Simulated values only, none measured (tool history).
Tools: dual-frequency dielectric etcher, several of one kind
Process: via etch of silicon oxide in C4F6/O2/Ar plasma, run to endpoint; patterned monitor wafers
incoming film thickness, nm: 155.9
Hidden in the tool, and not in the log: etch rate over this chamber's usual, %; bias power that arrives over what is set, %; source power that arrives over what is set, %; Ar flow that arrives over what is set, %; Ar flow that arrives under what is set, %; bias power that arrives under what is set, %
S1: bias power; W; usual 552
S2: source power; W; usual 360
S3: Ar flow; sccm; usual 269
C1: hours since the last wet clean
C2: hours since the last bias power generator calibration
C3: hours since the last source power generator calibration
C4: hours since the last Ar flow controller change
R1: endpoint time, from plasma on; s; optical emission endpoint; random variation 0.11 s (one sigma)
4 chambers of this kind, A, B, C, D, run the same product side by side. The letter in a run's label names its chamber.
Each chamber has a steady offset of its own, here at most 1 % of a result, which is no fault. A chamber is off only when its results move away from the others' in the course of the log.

run	hour	S1	S2	S3	C1	C2	C3	C4	R1
1D	4.4	552	360	269	177.3	1410.9	910.1	2723.5	33.680
# hour 7.2: chamber A: source power generator calibrated
2C	7.6	552	360	269	333.0	4165.8	1833.8	2679.6	33.906
3A	12.0	552	360	269	431.4	1517.1	4.8	3404.6	34.097
4B	17.9	552	360	269	380.6	1788.9	4402.2	3258.3	33.947
5D	23.4	552	360	269	196.3	1429.9	929.1	2742.5	33.735
6C	27.6	552	290	307	353.0	4185.8	1853.8	2699.6	37.099
7A	32.7	552	290	307	452.1	1537.8	25.5	3425.3	37.526
8B	35.8	552	290	307	398.5	1806.8	4420.1	3276.2	37.186
9D	39.4	552	290	307	212.3	1445.9	945.1	2758.5	37.072
10C	44.9	552	360	269	370.3	4203.1	1871.1	2716.9	33.743
11A	49.2	552	360	269	468.6	1554.3	42.0	3441.8	34.156
# hour 51.1: chamber B: wet clean of the chamber
12B	55.7	552	360	269	4.7	1826.7	4440.0	3296.1	34.140
13A	59.9	495	360	269	479.3	1565.0	52.7	3452.5	35.658
14B	63.3	495	360	269	12.3	1834.3	4447.6	3303.7	35.378
15D	68.9	495	360	269	241.8	1475.4	974.6	2788.0	35.260
16C	73.9	495	360	269	399.3	4232.1	1900.1	2745.9	35.310
# hour 74.7: chamber C: wet clean of the chamber
17B	77.0	552	360	269	26.0	1848.0	4461.3	3317.4	34.074
18C	79.9	552	440	291	5.3	4238.1	1906.1	2751.9	30.383
# hour 82.5: chamber A: wet clean of the chamber
19A	84.6	552	440	291	2.1	1589.7	77.4	3477.2	31.876
20D	87.6	552	440	291	260.5	1494.1	993.3	2806.7	31.586
21D	94.1	552	440	291	267.0	1500.6	999.8	2813.2	31.423
22C	97.3	552	360	269	22.7	4255.5	1923.5	2769.3	32.580
# hour 100.1: chamber B: bias power generator calibrated
23B	100.8	552	360	269	49.8	0.7	4485.1	3341.2	34.020
24A	106.4	552	360	269	23.9	1611.5	99.2	3499.0	34.028
25B	111.4	552	360	269	60.4	11.3	4495.7	3351.8	34.113
26C	117.1	552	360	269	42.5	4275.3	1943.3	2789.1	32.585
# hour 118.1: chamber B: source power generator calibrated
27D	121.9	552	360	269	294.8	1528.4	1027.6	2841.0	33.591
28A	127.0	552	360	269	44.5	1632.1	119.8	3519.6	34.162
29B	130.4	661	360	269	79.4	30.3	12.3	3370.8	31.819
30A	134.2	661	360	269	51.7	1639.3	127.0	3526.8	32.027
31C	138.6	661	360	269	64.0	4296.8	1964.8	2810.6	30.308
32D	142.6	661	360	269	315.5	1549.1	1048.3	2861.7	31.303
33D	146.6	552	360	269	319.5	1553.1	1052.3	2865.7	33.521
34A	149.8	552	360	269	67.3	1654.9	142.6	3542.4	34.237
35B	156.2	552	360	269	105.2	56.1	38.1	3396.6	33.976
36C	161.9	552	360	269	87.3	4320.1	1988.1	2833.9	32.487
37D	167.5	552	360	269	340.4	1574.0	1073.2	2886.6	33.659
38C	171.1	552	360	269	96.5	4329.3	1997.3	2843.1	32.321
39A	174.0	552	360	269	91.5	1679.1	166.8	3566.6	34.251
40B	178.8	552	360	269	127.8	78.7	60.7	3419.2	33.903
41A	183.0	552	360	269	100.5	1688.1	175.8	3575.6	34.240
42C	189.1	552	360	269	114.5	4347.3	2015.3	2861.1	32.502
43D	193.3	552	360	269	366.2	1599.8	1099.0	2912.4	33.634

All 4 chambers run these settings next. Forecast each chamber's results:
44A	198.1	552	360	269					?
44B	198.1	552	360	269					?
44C	198.1	552	360	269					?
44D	198.1	552	360	269					?

run	R1
44A	34.140
44B	33.882
44C	32.339
44D	33.595
